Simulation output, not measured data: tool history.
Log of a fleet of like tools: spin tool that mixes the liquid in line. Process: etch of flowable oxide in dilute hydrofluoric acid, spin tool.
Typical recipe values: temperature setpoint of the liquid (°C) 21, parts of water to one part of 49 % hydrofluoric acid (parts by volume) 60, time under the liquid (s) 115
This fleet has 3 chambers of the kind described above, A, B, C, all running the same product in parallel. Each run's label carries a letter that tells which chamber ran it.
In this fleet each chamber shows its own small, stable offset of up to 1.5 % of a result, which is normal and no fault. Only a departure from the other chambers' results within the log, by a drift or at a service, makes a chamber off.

run,day,temperature setpoint of the liquid (°C),parts of water to one part of 49 % hydrofluoric acid (parts by volume),time under the liquid (s),"read-back film thickness of the flowable oxide reference wafer, read on the same gauge (nm)",thickness taken off the flowable oxide on a monitor wafer (angstrom)
1B,0.433,21,60,115,69.978,520.08
2C,1.071,21,60,115,69.986,519.73
3A,1.383,21,60,115,70.010,513.79
4B,1.725,21,60,115,69.977,520.91
5A,2.121,23,60,115,69.964,560.08
6C,2.471,23,60,115,70.029,565.27
7C,2.817,23,60,115,70.025,567.47
# day 2.950: chamber A: thermometer replaced
8B,3.162,21,60,115,69.991,519.20
# day 3.338: chamber A: hydrofluoric acid flow meter replaced
9A,3.546,21,60,115,70.004,512.84
10B,4.025,21,60,115,70.015,533.54
11A,4.529,21,60,115,69.974,506.79
12C,5.175,21,60,115,69.983,518.12
13B,5.754,21,60,115,69.976,526.54
14A,6.229,21,60,115,70.028,517.34
15C,6.729,21,60,115,70.001,525.46
16B,7.292,21,40,115,70.007,820.39
17A,7.579,21,40,115,69.973,792.00
18C,8.088,21,40,115,70.038,795.85
19C,8.700,21,60,115,70.036,519.85
20B,9.096,21,60,115,70.001,530.06
21A,9.496,21,60,115,70.019,512.82
22A,10.029,21,60,115,69.994,515.19
23B,10.683,21,60,115,70.000,534.55
24C,11.171,21,60,115,70.015,513.75
25A,11.512,21,60,115,70.016,512.46
26C,12.112,21,60,115,69.988,524.04
27B,12.538,21,60,115,69.992,546.54
28B,12.838,21,60,115,70.003,541.63

For the next run the whole fleet of 3 chambers uses the same settings. Give each chamber's results:
29A,13.312,21,60,145,,?
29B,13.312,21,60,145,,?
29C,13.312,21,60,145,,?

run,thickness taken off the flowable oxide on a monitor wafer (angstrom)
29A,641.15
29B,694.41
29C,651.29
